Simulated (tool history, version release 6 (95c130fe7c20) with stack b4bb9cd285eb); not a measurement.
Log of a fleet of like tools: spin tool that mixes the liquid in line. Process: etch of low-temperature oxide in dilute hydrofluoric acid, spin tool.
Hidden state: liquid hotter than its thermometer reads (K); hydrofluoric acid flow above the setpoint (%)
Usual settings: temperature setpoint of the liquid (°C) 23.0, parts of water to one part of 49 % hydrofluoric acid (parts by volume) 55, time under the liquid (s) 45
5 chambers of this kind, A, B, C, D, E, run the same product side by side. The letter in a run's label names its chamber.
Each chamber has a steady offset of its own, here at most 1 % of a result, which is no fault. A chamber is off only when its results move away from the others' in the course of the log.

run,day,temperature setpoint of the liquid (°C),parts of water to one part of 49 % hydrofluoric acid (parts by volume),time under the liquid (s),hours since the thermometer was replaced,hours since the hydrofluoric acid flow meter was replaced,"read-back film thickness of the low-temperature oxide reference wafer, read on the same gauge (nm)",thickness taken off the low-temperature oxide on a monitor wafer (Å)
1B,0.129,23.0,55,45,1345.4,153.8,89.996,92.721
2A,0.342,23.0,55,45,605.6,1309.9,90.011,92.448
3C,0.546,23.0,55,45,1086.6,1541.9,90.001,93.030
4E,0.733,23.0,55,45,472.9,451.0,90.017,93.216
5D,0.938,23.0,55,45,622.8,280.0,90.006,94.714
6D,1.142,19.5,55,25,627.7,284.9,89.982,45.338
7E,1.329,19.5,55,25,487.2,465.3,89.982,43.849
# day 1.354: chamber C: hydrofluoric acid flow meter replaced
8C,1.546,19.5,55,25,1110.6,4.6,89.987,45.140
9A,1.700,19.5,55,25,638.2,1342.5,90.001,45.083
10B,1.908,19.5,55,25,1388.1,196.5,89.976,45.362
11C,2.042,23.0,55,45,1122.5,16.5,90.003,95.561
12E,2.221,23.0,55,45,508.6,486.7,90.015,93.340
13B,2.342,23.0,55,45,1398.5,206.9,90.013,94.181
14A,2.471,20.5,40,45,656.7,1361.0,89.993,116.780
15D,2.642,20.5,40,45,663.7,320.9,90.007,119.380
16C,2.779,20.5,40,45,1140.2,34.2,90.000,122.380
17B,2.967,20.5,40,45,1413.5,221.9,90.004,118.900
18D,3.117,20.5,40,45,675.1,332.3,89.999,119.200
19E,3.246,23.0,40,45,533.2,511.3,89.996,128.730
20A,3.450,23.0,40,45,680.2,1384.5,89.979,129.170
21C,3.588,23.0,40,45,1159.6,53.6,90.009,137.190
22A,3.804,23.0,40,45,688.7,1393.0,89.994,131.050
23E,3.942,23.0,40,45,549.9,528.0,90.000,129.170
24B,4.129,23.0,55,45,1441.4,249.8,90.002,93.113
25D,4.250,23.0,55,45,702.3,359.5,90.018,93.533
26D,4.371,23.0,55,45,705.2,362.4,89.996,94.304
27C,4.517,23.0,55,45,1181.9,75.9,90.026,98.360
28A,4.654,23.0,55,45,709.1,1413.4,90.023,92.820
29B,4.838,26.5,40,45,1458.4,266.8,89.997,152.780
30E,4.954,26.5,40,45,574.2,552.3,90.000,150.610
31B,5.121,26.5,40,45,1465.2,273.6,89.993,153.670
32A,5.312,26.5,40,45,724.9,1429.2,90.009,150.230
33E,5.496,26.5,40,45,587.2,565.3,89.997,150.430

Next, every chamber runs the same settings. What will each give?
34A,5.654,23.0,55,55,,,,?
34B,5.654,23.0,55,55,,,,?
34C,5.654,23.0,55,55,,,,?
34D,5.654,23.0,55,55,,,,?
34E,5.654,23.0,55,55,,,,?

run,thickness taken off the low-temperature oxide on a monitor wafer (Å)
34A,114.670
34B,114.940
34C,123.120
34D,115.870
34E,113.490
